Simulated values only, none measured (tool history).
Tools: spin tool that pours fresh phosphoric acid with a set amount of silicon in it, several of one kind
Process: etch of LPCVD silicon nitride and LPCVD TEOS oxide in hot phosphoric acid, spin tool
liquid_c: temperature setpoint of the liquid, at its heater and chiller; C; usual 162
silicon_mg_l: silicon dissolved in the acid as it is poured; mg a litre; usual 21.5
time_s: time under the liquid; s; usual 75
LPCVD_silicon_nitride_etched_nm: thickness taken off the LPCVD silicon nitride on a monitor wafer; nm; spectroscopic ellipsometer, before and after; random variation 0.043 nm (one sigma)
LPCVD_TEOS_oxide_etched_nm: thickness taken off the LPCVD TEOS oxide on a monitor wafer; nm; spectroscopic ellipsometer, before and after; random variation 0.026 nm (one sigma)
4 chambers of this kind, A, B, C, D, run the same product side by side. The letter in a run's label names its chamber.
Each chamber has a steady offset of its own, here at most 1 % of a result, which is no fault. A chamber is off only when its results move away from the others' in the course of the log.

run,hour,liquid_c,silicon_mg_l,time_s,"read-back film thickness of the LPCVD silicon nitride reference wafer, read on the same gauge (nm)","read-back film thickness of the LPCVD TEOS oxide reference wafer, read on the same gauge (nm)",LPCVD_silicon_nitride_etched_nm,LPCVD_TEOS_oxide_etched_nm
1B,6.8,162,21.5,75,80.006,109.98,6.9718,0.21818
2A,21.3,162,21.5,75,79.99,109.97,7.0356,0.21885
# hour 22.1: chamber D: dissolved silicon flow meter replaced
3D,32.1,162,21.5,75,79.989,109.99,7.0369,0.291
4C,39.4,162,21.5,75,80.005,109.98,6.9732,0.28038
5C,51,162,21.5,75,79.989,110.04,6.9489,0.27633
6D,57.7,162,21.5,75,80.005,109.99,6.971,0.27668
7A,71.5,162,21.5,75,80.004,110.03,7.0716,0.20628
# hour 77.5: chamber B: dissolved silicon flow meter replaced
8B,81.1,162,21.5,75,80.001,110.04,6.9409,0.25613
9D,90.3,162,21.5,75,80.003,110.02,6.9978,0.25568
10C,105.3,162,29,75,80.017,109.97,6.9777,0.21797
11B,117.9,162,29,75,79.991,110,6.9636,0.17685
12A,126.8,162,29,75,80.003,109.97,7.0613,0.2269
13A,139.6,162,29,75,79.996,109.99,7.0037,0.1846
14C,149.8,162,21.5,75,79.976,109.97,6.9055,0.26924
15B,161,162,21.5,75,79.984,110,6.9929,0.26344
16D,173.1,162,21.5,75,80.002,109.96,7.0201,0.23199
17A,186.6,162,21.5,75,80.013,109.93,7.0481,0.24174
18D,195.4,162,21.5,35,80,109.99,3.2501,0.096408
19C,208.6,162,21.5,35,79.986,109.98,3.271,0.12694
20B,216.2,162,21.5,35,79.994,110,3.2623,0.11454
21B,227.3,162,21.5,35,80.005,110.02,3.2483,0.11711
22D,239.4,162,21.5,75,80.01,110.01,6.9448,0.27198
23A,249.2,162,21.5,75,80.009,110,6.9988,0.30185
24C,257,162,21.5,75,80.01,109.99,6.9252,0.26554
25B,272.2,162,21.5,75,79.987,109.95,7.0128,0.24626
26D,279.2,161,21.5,75,79.985,109.99,6.7524,0.2544
27C,293.1,161,21.5,75,80.016,109.99,6.8044,0.21782
28A,302.2,161,21.5,75,79.984,110,6.7624,0.25348
29D,314.7,161,21.5,75,80.014,109.98,6.761,0.26295
30C,328.7,162,21.5,75,80.013,109.99,6.9816,0.32186

Next, every chamber runs the same settings. What will each give?
31A,339.7,162,21.5,35,,,?,?
31B,339.7,162,21.5,35,,,?,?
31C,339.7,162,21.5,35,,,?,?
31D,339.7,162,21.5,35,,,?,?

run,LPCVD_silicon_nitride_etched_nm,LPCVD_TEOS_oxide_etched_nm
31A,3.249,0.11393
31B,3.2819,0.14338
31C,3.2142,0.12463
31D,3.269,0.12647
